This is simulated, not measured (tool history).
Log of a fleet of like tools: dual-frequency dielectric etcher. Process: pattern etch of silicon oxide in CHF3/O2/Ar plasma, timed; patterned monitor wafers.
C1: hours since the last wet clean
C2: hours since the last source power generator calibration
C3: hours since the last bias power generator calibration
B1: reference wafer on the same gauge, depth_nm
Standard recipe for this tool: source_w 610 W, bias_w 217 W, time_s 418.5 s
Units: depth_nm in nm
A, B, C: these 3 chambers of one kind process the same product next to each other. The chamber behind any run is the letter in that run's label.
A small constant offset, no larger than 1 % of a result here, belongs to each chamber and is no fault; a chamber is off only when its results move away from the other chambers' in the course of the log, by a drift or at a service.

Run 1A, hour 6.3: usual settings; C1 285.2; C2 1560.8; C3 1816.9; B1 712.92. Result: depth_nm 883.23 nm.
Run 2B, hour 10.4: usual settings; C1 421.6; C2 3061.9; C3 146; B1 711.58. Result: depth_nm 889.25 nm.
Run 3C, hour 16.5: usual settings; C1 50.3; C2 236.8; C3 3886.5; B1 712.46. Result: depth_nm 897.37 nm.
Run 4C, hour 22.7: usual settings; C1 56.5; C2 243; C3 3892.7; B1 712.11. Result: depth_nm 893.11 nm.
Run 5A, hour 28: usual settings; C1 306.9; C2 1582.5; C3 1838.6; B1 711.94. Result: depth_nm 883.25 nm.
Run 6B, hour 34.8: usual settings; C1 446; C2 3086.3; C3 170.4; B1 712.96. Result: depth_nm 886.84 nm.
Run 7C, hour 40.1: usual settings; C1 73.9; C2 260.4; C3 3910.1; B1 711.91. Result: depth_nm 895.15 nm.
Run 8B, hour 47: usual settings; C1 458.2; C2 3098.5; C3 182.6; B1 712.12. Result: depth_nm 875.21 nm.
Run 9A, hour 53: usual settings; C1 331.9; C2 1607.5; C3 1863.6; B1 713.45. Result: depth_nm 882.97 nm.
Run 10A, hour 59.4: usual settings; C1 338.3; C2 1613.9; C3 1870; B1 711.9. Result: depth_nm 893.22 nm.
At hour 61.4: chamber B: wet clean of the chamber.
Run 11B, hour 64.3: usual settings; C1 2.9; C2 3115.8; C3 199.9; B1 712.52. Result: depth_nm 852.74 nm.
Run 12C, hour 69.2: usual settings but time_s 355 s; C1 103; C2 289.5; C3 3939.2; B1 712.11. Result: depth_nm 755.33 nm.
Run 13C, hour 76.2: usual settings but time_s 355 s; C1 110; C2 296.5; C3 3946.2; B1 712.86. Result: depth_nm 764.26 nm.
Run 14B, hour 82.6: usual settings but time_s 355 s; C1 21.2; C2 3134.1; C3 218.2; B1 711.47. Result: depth_nm 725.78 nm.
Run 15A, hour 86.3: usual settings; C1 365.2; C2 1640.8; C3 1896.9; B1 711.6. Result: depth_nm 880.13 nm.
Run 16A, hour 89.4: usual settings; C1 368.3; C2 1643.9; C3 1900; B1 713.87. Result: depth_nm 876.78 nm.
Run 17B, hour 94.1: usual settings; C1 32.7; C2 3145.6; C3 229.7; B1 711.2. Result: depth_nm 853.82 nm.
Run 18C, hour 98.1: usual settings; C1 131.9; C2 318.4; C3 3968.1; B1 712.29. Result: depth_nm 884.54 nm.
At hour 101.2: chamber B: source power generator calibrated.
Run 19A, hour 102.3: usual settings; C1 381.2; C2 1656.8; C3 1912.9; B1 712.2. Result: depth_nm 881.82 nm.
Run 20C, hour 105.4: usual settings but source_w 510 W; C1 139.2; C2 325.7; C3 3975.4; B1 713.61. Result: depth_nm 830.35 nm.
Run 21B, hour 110.9: usual settings but source_w 510 W; C1 49.5; C2 9.7; C3 246.5; B1 712.32. Result: depth_nm 795.75 nm.
Run 22C, hour 116.8: usual settings but source_w 510 W; C1 150.6; C2 337.1; C3 3986.8; B1 712.54. Result: depth_nm 833.07 nm.
At hour 117.4: chamber A: wet clean of the chamber.
Run 23B, hour 121.7: usual settings; C1 60.3; C2 20.5; C3 257.3; B1 712.81. Result: depth_nm 856.47 nm.
Run 24A, hour 126.8: usual settings; C1 9.5; C2 1681.3; C3 1937.4; B1 711.55. Result: depth_nm 884.28 nm.
Run 25A, hour 131.9: usual settings; C1 14.6; C2 1686.4; C3 1942.5; B1 712.75. Result: depth_nm 886.78 nm.
Run 26B, hour 135.8: usual settings; C1 74.4; C2 34.6; C3 271.4; B1 712.09. Result: depth_nm 850.69 nm.
Run 27C, hour 140.9: usual settings; C1 174.7; C2 361.2; C3 4010.9; B1 712.71. Result: depth_nm 891.99 nm.
Run 28B, hour 147.4: usual settings; C1 86; C2 46.2; C3 283; B1 711.42. Result: depth_nm 844.11 nm.
Run 29A, hour 152.9: usual settings; C1 35.6; C2 1707.4; C3 1963.5; B1 711.66. Result: depth_nm 883.53 nm.
Run 30C, hour 159.2: usual settings; C1 193; C2 379.5; C3 4029.2; B1 711.46. Result: depth_nm 891.13 nm.
Run 31A, hour 162.9: usual settings; C1 45.6; C2 1717.4; C3 1973.5; B1 712.28. Result: depth_nm 884.75 nm.
Run 32B, hour 167.2: usual settings; C1 105.8; C2 66; C3 302.8; B1 711.28. Result: depth_nm 849.69 nm.
Run 33C, hour 172.1: usual settings but bias_w 199 W; C1 205.9; C2 392.4; C3 4042.1; B1 711.57. Result: depth_nm 866.28 nm.
Run 34A, hour 176.1: usual settings but bias_w 199 W; C1 58.8; C2 1730.6; C3 1986.7; B1 712.71. Result: depth_nm 855.15 nm.
Run 35B, hour 181.5: usual settings but bias_w 199 W; C1 120.1; C2 80.3; C3 317.1; B1 712.79. Result: depth_nm 825.82 nm.
Run 36C, hour 187.3: usual settings; C1 221.1; C2 407.6; C3 4057.3; B1 712.27. Result: depth_nm 895.15 nm.
Run 37B, hour 192.1: usual settings; C1 130.7; C2 90.9; C3 327.7; B1 710.78. Result: depth_nm 853.79 nm.
Run 38C, hour 195.3: usual settings; C1 229.1; C2 415.6; C3 4065.3; B1 712.09. Result: depth_nm 888.26 nm.

One chamber off, gauge drift, or nothing amiss beyond the chambers' own small offsets? If it is a chamber, which one, and what is the likeliest cause?

Chamber B came out of a service off from its peers and stayed that way.
Likeliest cause: etch rate under this chamber's usual, % = 4.39.

Which of the 4 candidates below, each the usual settings with something changed and its results left as question marks, puts chamber B back in line with what the other chambers give on the usual settings?
In-line tolerance around the mean of the other chambers on the usual settings: depth_nm 21 nm
Run 39B-1, hour 200.3: usual settings but bias_w 168 W. Result: depth_nm ?.
Run 39B-2, hour 200.3: usual settings but bias_w 219 W, time_s 436 s. Result: depth_nm ?.
Run 39B-3, hour 200.3: usual settings but source_w 600 W, time_s 401 s. Result: depth_nm ?.
Run 39B-4, hour 200.3: usual settings but source_w 620 W, bias_w 221 W, time_s 449.5 s. Result: depth_nm ?.

On the usual settings, the other chambers give on average: depth_nm 890.69 nm
  run  depth_nm
39B-1    780.62
39B-2    889.12
39B-3    810.08
39B-4    925.21
It is 39B-2 that realigns the chamber with its peers.

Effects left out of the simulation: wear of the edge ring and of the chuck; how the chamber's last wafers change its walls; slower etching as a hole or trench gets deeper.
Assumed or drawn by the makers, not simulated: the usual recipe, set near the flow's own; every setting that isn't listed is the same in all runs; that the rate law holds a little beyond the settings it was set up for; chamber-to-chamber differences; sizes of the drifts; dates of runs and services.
